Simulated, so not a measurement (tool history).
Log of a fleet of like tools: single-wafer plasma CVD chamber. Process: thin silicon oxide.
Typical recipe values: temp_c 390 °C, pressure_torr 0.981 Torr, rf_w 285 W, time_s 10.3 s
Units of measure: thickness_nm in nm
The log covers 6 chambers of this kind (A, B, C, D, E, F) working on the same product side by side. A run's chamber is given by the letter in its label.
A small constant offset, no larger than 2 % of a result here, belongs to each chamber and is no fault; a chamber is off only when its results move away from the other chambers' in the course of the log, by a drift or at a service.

run   hour  temp_c  pressure_torr  rf_w  time_s  read-back reference wafer on the same gauge, thickness_nm  thickness_nm
 1C   10.6     390          0.981   285    10.3                                                     19.302         22.06
 2F   19.5     390          0.981   285    10.3                                                     19.299         22.02
 3B   26.9     390          0.981   285    10.3                                                     19.289        22.514
 4D   36.9     390          0.981   285    10.3                                                     19.299        22.089
 5A   44.4     390          0.905   285    10.3                                                     19.299        20.766
 6E   51.4     390          0.905   285    10.3                                                     19.297        20.714
 7A   58.5     390          0.905   285    10.3                                                     19.298        20.716
 8E   64.4     390          0.905   285    10.3                                                     19.304        20.645
 9D   72.8     390          0.905   285    10.3                                                      19.29        20.718
10C   78.2     390          0.905   285    10.3                                                     19.304         20.64
11B   88.5     390          0.981   285    10.3                                                     19.296        22.556
12F   98.3     390          0.981   285    10.3                                                     19.299         21.94
       102  -- chamber B: RF generator calibrated
13A  109.6     390          0.981   285    10.3                                                       19.3        22.202
14E  118.1     390          0.981   285    10.3                                                       19.3        22.274
15B  124.4     390          0.981   230    10.3                                                     19.306         20.48
16F  135.2     390          0.981   230    10.3                                                     19.293        19.819
17C  142.4     390          0.981   230    10.3                                                      19.31        20.122
18D  147.5     390          0.981   230    10.3                                                      19.31         20.15
19F  156.4     390          0.981   230    10.3                                                     19.295        19.836
20A  163.6     390          0.981   230    10.3                                                     19.301        20.123
21E  174.9     390          0.981   285    10.3                                                     19.305        22.193
22B  185.6     390          0.981   285    10.3                                                     19.302         22.55
23D  195.8     390          0.981   285    10.3                                                     19.307        22.103
24C  203.3     390          0.981   285    10.3                                                     19.297        22.223
25B  210.5     390          0.981   285    11.5                                                     19.289        25.179
26C  217.2     390          0.981   285    11.5                                                     19.306        24.744
27D  228.5     390          0.981   285    11.5                                                     19.301        24.776
28A  233.6     390          0.981   285    11.5                                                     19.309        24.718
29F  240.6     390          0.981   285    11.5                                                     19.296        24.278
30E  251.7     390          0.981   285    11.5                                                     19.301        24.692
31D  261.8     390          0.981   285    10.3                                                     19.292         22.06
32C  270.9     390          0.981   285    10.3                                                     19.304        22.156
33F    279     390          0.981   285    10.3                                                     19.314        21.774
34E  289.8     390          0.981   285    10.3                                                     19.297        22.157
35B    295     390          0.981   285    10.3                                                     19.292        22.559
36A  304.8     390          0.981   285    10.3                                                     19.304        22.207
37A  315.8     390          0.981   285    10.3                                                     19.301        22.109
38F  321.2     390          0.981   320    10.3                                                     19.298        22.681
39B  328.4     390          0.981   320    10.3                                                     19.291        23.684
40E  339.6     390          0.981   320    10.3                                                     19.302        23.196
41C    350     390          0.981   320    10.3                                                     19.294        23.316
     355.9  -- chamber C: RF generator calibrated
42D  360.3     390          0.981   320    10.3                                                     19.297        23.119
43C  371.6     390          0.981   320    10.3                                                     19.301         23.33
44E  377.8     390          0.981   285    10.3                                                     19.299        22.138

The same settings go to every chamber for the next run, one line per chamber below. Forecast the results for each:
45A   386     390          0.981   285    10.3                                                                        ?
45B   386     390          0.981   285    10.3                                                                        ?
45C   386     390          0.981   285    10.3                                                                        ?
45D   386     390          0.981   285    10.3                                                                        ?
45E   386     390          0.981   285    10.3                                                                        ?
45F   386     390          0.981   285    10.3                                                                        ?

run  thickness_nm
45A        22.179
45B        22.473
45C        22.089
45D         22.06
45E        22.101
45F        21.566

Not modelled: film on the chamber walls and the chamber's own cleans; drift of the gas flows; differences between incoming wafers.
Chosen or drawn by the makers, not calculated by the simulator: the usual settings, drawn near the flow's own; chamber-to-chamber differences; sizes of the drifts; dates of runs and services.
